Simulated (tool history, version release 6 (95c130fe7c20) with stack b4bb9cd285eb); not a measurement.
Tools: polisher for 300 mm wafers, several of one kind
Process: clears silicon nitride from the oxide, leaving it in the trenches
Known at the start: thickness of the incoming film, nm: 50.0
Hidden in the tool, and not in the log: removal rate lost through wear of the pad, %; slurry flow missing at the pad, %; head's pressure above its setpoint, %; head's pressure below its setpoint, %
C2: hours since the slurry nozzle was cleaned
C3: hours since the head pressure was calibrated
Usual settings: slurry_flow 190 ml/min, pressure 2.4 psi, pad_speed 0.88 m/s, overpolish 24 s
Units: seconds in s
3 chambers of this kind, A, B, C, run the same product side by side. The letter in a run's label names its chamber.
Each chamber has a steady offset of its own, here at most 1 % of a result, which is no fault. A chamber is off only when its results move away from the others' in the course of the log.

-- hour=0.3 chamber A: worn pad replaced by a new one
run 1A hour=11.3 | slurry_flow=190 pressure=2.4 pad_speed=0.88 overpolish=24 | wafers_polished_on_this_pad=75 C2=105.6 C3=841.5 | seconds=80.341
run 2B hour=16.7 | slurry_flow=190 pressure=2.4 pad_speed=0.88 overpolish=24 | wafers_polished_on_this_pad=729 C2=474.9 C3=491.9 | seconds=78.243
run 3C hour=27 | slurry_flow=190 pressure=2.4 pad_speed=0.88 overpolish=24 | wafers_polished_on_this_pad=1208 C2=559.3 C3=304.7 | seconds=80.63
run 4B hour=35.6 | slurry_flow=190 pressure=2.4 pad_speed=0.88 overpolish=24 | wafers_polished_on_this_pad=857 C2=493.8 C3=510.8 | seconds=80.426
-- hour=40.9 chamber C: worn pad replaced by a new one
run 5A hour=44.6 | slurry_flow=190 pressure=2.4 pad_speed=0.88 overpolish=24 | wafers_polished_on_this_pad=301 C2=138.9 C3=874.8 | seconds=78.644
-- hour=46.9 chamber B: worn pad replaced by a new one
run 6C hour=50.7 | slurry_flow=190 pressure=2.4 pad_speed=0.88 overpolish=24 | wafers_polished_on_this_pad=66 C2=583 C3=328.4 | seconds=79.62
run 7C hour=58.9 | slurry_flow=190 pressure=2.4 pad_speed=0.88 overpolish=24 | wafers_polished_on_this_pad=122 C2=591.2 C3=336.6 | seconds=82.292
run 8B hour=65 | slurry_flow=190 pressure=2.4 pad_speed=0.88 overpolish=24 | wafers_polished_on_this_pad=123 C2=523.2 C3=540.2 | seconds=80.134
-- hour=69 chamber C: slurry nozzle cleaned
run 9A hour=73.2 | slurry_flow=190 pressure=2.4 pad_speed=0.88 overpolish=24 | wafers_polished_on_this_pad=496 C2=167.5 C3=903.4 | seconds=79.527
run 10C hour=81.5 | slurry_flow=190 pressure=2.4 pad_speed=0.88 overpolish=24 | wafers_polished_on_this_pad=276 C2=12.5 C3=359.2 | seconds=82.45
-- hour=88.2 chamber A: head pressure recalibrated
run 11A hour=91.5 | slurry_flow=190 pressure=2.4 pad_speed=0.88 overpolish=24 | wafers_polished_on_this_pad=620 C2=185.8 C3=3.3 | seconds=80.855
run 12B hour=98.2 | slurry_flow=190 pressure=2.4 pad_speed=0.88 overpolish=24 | wafers_polished_on_this_pad=349 C2=556.4 C3=573.4 | seconds=80.81
run 13A hour=106.4 | slurry_flow=190 pressure=2.4 pad_speed=0.88 overpolish=24 | wafers_polished_on_this_pad=722 C2=200.7 C3=18.2 | seconds=80.566
run 14C hour=116.3 | slurry_flow=190 pressure=2.4 pad_speed=0.88 overpolish=24 | wafers_polished_on_this_pad=513 C2=47.3 C3=394 | seconds=82.307
run 15B hour=123.6 | slurry_flow=190 pressure=2.4 pad_speed=0.88 overpolish=24 | wafers_polished_on_this_pad=522 C2=581.8 C3=598.8 | seconds=80.389
run 16A hour=132.3 | slurry_flow=190 pressure=2.4 pad_speed=0.88 overpolish=24 | wafers_polished_on_this_pad=898 C2=226.6 C3=44.1 | seconds=80.414
run 17C hour=139.1 | slurry_flow=190 pressure=2.4 pad_speed=0.88 overpolish=24 | wafers_polished_on_this_pad=668 C2=70.1 C3=416.8 | seconds=83.797
run 18B hour=144 | slurry_flow=190 pressure=2.4 pad_speed=0.88 overpolish=24 | wafers_polished_on_this_pad=660 C2=602.2 C3=619.2 | seconds=81.278
run 19C hour=152.6 | slurry_flow=190 pressure=2.4 pad_speed=0.88 overpolish=24 | wafers_polished_on_this_pad=759 C2=83.6 C3=430.3 | seconds=82.259
run 20B hour=158.1 | slurry_flow=190 pressure=2.4 pad_speed=0.88 overpolish=24 | wafers_polished_on_this_pad=756 C2=616.3 C3=633.3 | seconds=81.033
-- hour=163.3 chamber B: head pressure recalibrated
run 21A hour=167.7 | slurry_flow=190 pressure=2.4 pad_speed=0.88 overpolish=24 | wafers_polished_on_this_pad=1139 C2=262 C3=79.5 | seconds=80.618
run 22A hour=175.9 | slurry_flow=190 pressure=2.4 pad_speed=0.88 overpolish=24 | wafers_polished_on_this_pad=1195 C2=270.2 C3=87.7 | seconds=80.424
-- hour=179.3 chamber B: worn pad replaced by a new one
run 23C hour=183.3 | slurry_flow=190 pressure=2.4 pad_speed=0.88 overpolish=24 | wafers_polished_on_this_pad=968 C2=114.3 C3=461 | seconds=82.613
run 24B hour=192.2 | slurry_flow=190 pressure=2.4 pad_speed=0.88 overpolish=24 | wafers_polished_on_this_pad=88 C2=650.4 C3=28.9 | seconds=80.886
run 25A hour=201.3 | slurry_flow=190 pressure=2.4 pad_speed=0.88 overpolish=24 | wafers_polished_on_this_pad=1367 C2=295.6 C3=113.1 | seconds=78.94
-- hour=201.4 chamber A: worn pad replaced by a new one
run 26C hour=208.2 | slurry_flow=190 pressure=2.4 pad_speed=0.88 overpolish=24 | wafers_polished_on_this_pad=1138 C2=139.2 C3=485.9 | seconds=85.143
-- hour=214.1 chamber A: slurry nozzle cleaned
run 27B hour=214.3 | slurry_flow=190 pressure=2.4 pad_speed=0.88 overpolish=24 | wafers_polished_on_this_pad=238 C2=672.5 C3=51 | seconds=80.137
run 28B hour=220.7 | slurry_flow=190 pressure=2.4 pad_speed=0.88 overpolish=24 | wafers_polished_on_this_pad=281 C2=678.9 C3=57.4 | seconds=79.585
run 29A hour=226.6 | slurry_flow=190 pressure=2.4 pad_speed=0.88 overpolish=24 | wafers_polished_on_this_pad=171 C2=12.5 C3=138.4 | seconds=79.266
run 30C hour=234.3 | slurry_flow=190 pressure=2.4 pad_speed=0.88 overpolish=24 | wafers_polished_on_this_pad=1315 C2=165.3 C3=512 | seconds=82.802
run 31C hour=242 | slurry_flow=190 pressure=2.4 pad_speed=0.88 overpolish=24 | wafers_polished_on_this_pad=1368 C2=173 C3=519.7 | seconds=85.712
-- hour=250.6 chamber C: worn pad replaced by a new one
run 32A hour=250.7 | slurry_flow=190 pressure=2.4 pad_speed=0.88 overpolish=24 | wafers_polished_on_this_pad=335 C2=36.6 C3=162.5 | seconds=79.808
run 33B hour=256.1 | slurry_flow=190 pressure=2.4 pad_speed=0.88 overpolish=19 | wafers_polished_on_this_pad=522 C2=714.3 C3=92.8 | seconds=81.312
run 34B hour=265.5 | slurry_flow=190 pressure=2.4 pad_speed=0.88 overpolish=19 | wafers_polished_on_this_pad=586 C2=723.7 C3=102.2 | seconds=80.182
run 35C hour=274.1 | slurry_flow=190 pressure=2.4 pad_speed=0.88 overpolish=19 | wafers_polished_on_this_pad=160 C2=205.1 C3=551.8 | seconds=85.36
run 36A hour=279.7 | slurry_flow=190 pressure=2.4 pad_speed=0.88 overpolish=13 | wafers_polished_on_this_pad=533 C2=65.6 C3=191.5 | seconds=78.798
run 37C hour=288.2 | slurry_flow=190 pressure=2.4 pad_speed=0.88 overpolish=13 | wafers_polished_on_this_pad=256 C2=219.2 C3=565.9 | seconds=85.933
run 38B hour=297.5 | slurry_flow=190 pressure=2.4 pad_speed=0.88 overpolish=13 | wafers_polished_on_this_pad=804 C2=755.7 C3=134.2 | seconds=80.292
run 39A hour=306.4 | slurry_flow=190 pressure=2.4 pad_speed=0.88 overpolish=24 | wafers_polished_on_this_pad=714 C2=92.3 C3=218.2 | seconds=77.591
run 40B hour=316.2 | slurry_flow=190 pressure=2.4 pad_speed=0.88 overpolish=24 | wafers_polished_on_this_pad=931 C2=774.4 C3=152.9 | seconds=81.804
run 41A hour=323.6 | slurry_flow=190 pressure=2.4 pad_speed=0.88 overpolish=24 | wafers_polished_on_this_pad=831 C2=109.5 C3=235.4 | seconds=79.193
-- hour=330 chamber B: worn pad replaced by a new one
run 42C hour=331.4 | slurry_flow=190 pressure=2.4 pad_speed=0.88 overpolish=24 | wafers_polished_on_this_pad=549 C2=262.4 C3=609.1 | seconds=87.291
-- hour=334.3 chamber B: slurry nozzle cleaned
run 43B hour=341.5 | slurry_flow=190 pressure=2.4 pad_speed=0.88 overpolish=24 | wafers_polished_on_this_pad=78 C2=7.3 C3=178.2 | seconds=80.161
run 44C hour=351.7 | slurry_flow=190 pressure=2.4 pad_speed=0.88 overpolish=24 | wafers_polished_on_this_pad=688 C2=282.7 C3=629.4 | seconds=87.351

Is one chamber off against the others, does the gauge drift, or is nothing wrong? If a chamber is off, say which, and what the likeliest cause is.

Chamber C drifts away from the others.
Cause: head's pressure below its setpoint, % = 7.88.

Here are 4 candidates for chamber C's next run, each the usual settings with a change, their results left as question marks. Which one brings its results back in line with what the others give on the usual settings?
In line means no further than this from the other chambers' mean on the usual settings: seconds 2.8 s
run 45C-1 hour=359.8 | slurry_flow=190 pressure=2.4 pad_speed=0.86 overpolish=24 | seconds=?
run 45C-2 hour=359.8 | slurry_flow=190 pressure=2.4 pad_speed=0.9 overpolish=24 | seconds=?
run 45C-3 hour=359.8 | slurry_flow=190 pressure=2.3 pad_speed=0.84 overpolish=24 | seconds=?
run 45C-4 hour=359.8 | slurry_flow=190 pressure=2.5 pad_speed=0.92 overpolish=24 | seconds=?

The other chambers' mean on the usual settings: seconds 79.737 s
run=45C-1 seconds=90.049
run=45C-2 seconds=86.08
run=45C-3 seconds=96.146
run=45C-4 seconds=80.882
45C-4 brings the chamber back in line.
